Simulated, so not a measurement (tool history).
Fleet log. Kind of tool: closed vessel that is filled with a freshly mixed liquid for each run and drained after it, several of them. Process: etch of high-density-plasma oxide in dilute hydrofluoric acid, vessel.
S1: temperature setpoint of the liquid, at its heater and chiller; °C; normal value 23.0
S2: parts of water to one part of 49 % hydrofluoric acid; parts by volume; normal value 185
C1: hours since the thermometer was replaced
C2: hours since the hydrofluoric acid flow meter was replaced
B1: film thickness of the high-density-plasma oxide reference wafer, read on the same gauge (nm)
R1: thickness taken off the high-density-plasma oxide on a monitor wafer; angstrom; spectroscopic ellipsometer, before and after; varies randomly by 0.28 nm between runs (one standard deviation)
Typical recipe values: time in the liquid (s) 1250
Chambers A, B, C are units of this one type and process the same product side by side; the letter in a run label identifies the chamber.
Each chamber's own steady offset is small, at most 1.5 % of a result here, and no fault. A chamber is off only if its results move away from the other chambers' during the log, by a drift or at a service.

run 1A hour=8.9 | S1=23.0 S2=185 time_in_the_liquid_(s)=1250 | C1=1638.2 C2=278.5 | B1=79.988 | R1=414.21
run 2B hour=19.3 | S1=23.0 S2=185 time_in_the_liquid_(s)=1250 | C1=1710.6 C2=152.7 | B1=79.997 | R1=412.96
run 3C hour=28.4 | S1=23.0 S2=185 time_in_the_liquid_(s)=1250 | C1=283.8 C2=353.7 | B1=80.003 | R1=405.56
run 4B hour=38.3 | S1=23.0 S2=185 time_in_the_liquid_(s)=1250 | C1=1729.6 C2=171.7 | B1=80.002 | R1=418.37
run 5A hour=45.1 | S1=23.0 S2=185 time_in_the_liquid_(s)=1250 | C1=1674.4 C2=314.7 | B1=79.970 | R1=409.04
run 6C hour=50.7 | S1=23.0 S2=185 time_in_the_liquid_(s)=1250 | C1=306.1 C2=376.0 | B1=79.986 | R1=407.11
run 7C hour=56.3 | S1=23.0 S2=185 time_in_the_liquid_(s)=760 | C1=311.7 C2=381.6 | B1=80.021 | R1=248.16
run 8A hour=65.3 | S1=23.0 S2=185 time_in_the_liquid_(s)=760 | C1=1694.6 C2=334.9 | B1=80.013 | R1=252.41
run 9B hour=75.1 | S1=23.0 S2=185 time_in_the_liquid_(s)=760 | C1=1766.4 C2=208.5 | B1=80.012 | R1=253.27
run 10A hour=81.7 | S1=23.0 S2=185 time_in_the_liquid_(s)=1250 | C1=1711.0 C2=351.3 | B1=80.008 | R1=407.42
run 11B hour=87.3 | S1=23.0 S2=185 time_in_the_liquid_(s)=1250 | C1=1778.6 C2=220.7 | B1=79.991 | R1=416.55
run 12C hour=95.5 | S1=23.0 S2=185 time_in_the_liquid_(s)=1250 | C1=350.9 C2=420.8 | B1=80.007 | R1=407.70
run 13B hour=103.6 | S1=25.5 S2=185 time_in_the_liquid_(s)=1250 | C1=1794.9 C2=237.0 | B1=80.014 | R1=457.73
run 14A hour=110.6 | S1=25.5 S2=185 time_in_the_liquid_(s)=1250 | C1=1739.9 C2=380.2 | B1=79.989 | R1=451.89
run 15C hour=119.0 | S1=25.5 S2=185 time_in_the_liquid_(s)=1250 | C1=374.4 C2=444.3 | B1=80.003 | R1=441.27
run 16A hour=127.9 | S1=23.0 S2=185 time_in_the_liquid_(s)=1250 | C1=1757.2 C2=397.5 | B1=80.008 | R1=406.39
run 17B hour=132.8 | S1=23.0 S2=185 time_in_the_liquid_(s)=1250 | C1=1824.1 C2=266.2 | B1=79.985 | R1=413.35
run 18C hour=141.3 | S1=23.0 S2=185 time_in_the_liquid_(s)=1250 | C1=396.7 C2=466.6 | B1=79.997 | R1=397.57
run 19A hour=152.0 | S1=23.0 S2=185 time_in_the_liquid_(s)=1250 | C1=1781.3 C2=421.6 | B1=79.979 | R1=416.58
run 20B hour=160.5 | S1=23.0 S2=185 time_in_the_liquid_(s)=1250 | C1=1851.8 C2=293.9 | B1=79.976 | R1=410.40
run 21C hour=169.7 | S1=23.0 S2=185 time_in_the_liquid_(s)=1250 | C1=425.1 C2=495.0 | B1=80.001 | R1=394.42
run 22B hour=179.1 | S1=23.0 S2=185 time_in_the_liquid_(s)=1250 | C1=1870.4 C2=312.5 | B1=80.013 | R1=419.75
run 23C hour=185.3 | S1=23.0 S2=185 time_in_the_liquid_(s)=1250 | C1=440.7 C2=510.6 | B1=79.979 | R1=393.29
run 24A hour=196.3 | S1=23.0 S2=185 time_in_the_liquid_(s)=1250 | C1=1825.6 C2=465.9 | B1=80.011 | R1=413.92
run 25B hour=205.0 | S1=23.0 S2=185 time_in_the_liquid_(s)=1250 | C1=1896.3 C2=338.4 | B1=80.002 | R1=416.24
run 26A hour=212.5 | S1=23.0 S2=185 time_in_the_liquid_(s)=1250 | C1=1841.8 C2=482.1 | B1=80.009 | R1=409.63
run 27C hour=217.6 | S1=23.0 S2=185 time_in_the_liquid_(s)=1250 | C1=473.0 C2=542.9 | B1=80.012 | R1=392.19
run 28A hour=222.8 | S1=23.0 S2=185 time_in_the_liquid_(s)=1250 | C1=1852.1 C2=492.4 | B1=79.960 | R1=417.81
run 29B hour=228.7 | S1=23.0 S2=185 time_in_the_liquid_(s)=1250 | C1=1920.0 C2=362.1 | B1=79.999 | R1=419.83
run 30C hour=237.7 | S1=23.0 S2=185 time_in_the_liquid_(s)=1250 | C1=493.1 C2=563.0 | B1=79.970 | R1=385.68
run 31C hour=245.9 | S1=23.0 S2=185 time_in_the_liquid_(s)=1250 | C1=501.3 C2=571.2 | B1=80.010 | R1=388.12
run 32A hour=252.9 | S1=23.0 S2=185 time_in_the_liquid_(s)=1250 | C1=1882.2 C2=522.5 | B1=80.002 | R1=411.84
run 33B hour=263.2 | S1=23.0 S2=185 time_in_the_liquid_(s)=1250 | C1=1954.5 C2=396.6 | B1=80.000 | R1=416.55
run 34A hour=274.2 | S1=23.0 S2=185 time_in_the_liquid_(s)=1250 | C1=1903.5 C2=543.8 | B1=80.031 | R1=409.61

Next, all 3 chambers run the settings below, one line each with question marks for the results. What does each chamber give?
run 35A hour=282.2 | S1=18.5 S2=185 time_in_the_liquid_(s)=1250 | R1=?
run 35B hour=282.2 | S1=18.5 S2=185 time_in_the_liquid_(s)=1250 | R1=?
run 35C hour=282.2 | S1=18.5 S2=185 time_in_the_liquid_(s)=1250 | R1=?

run=35A R1=345.35
run=35B R1=352.53
run=35C R1=323.09
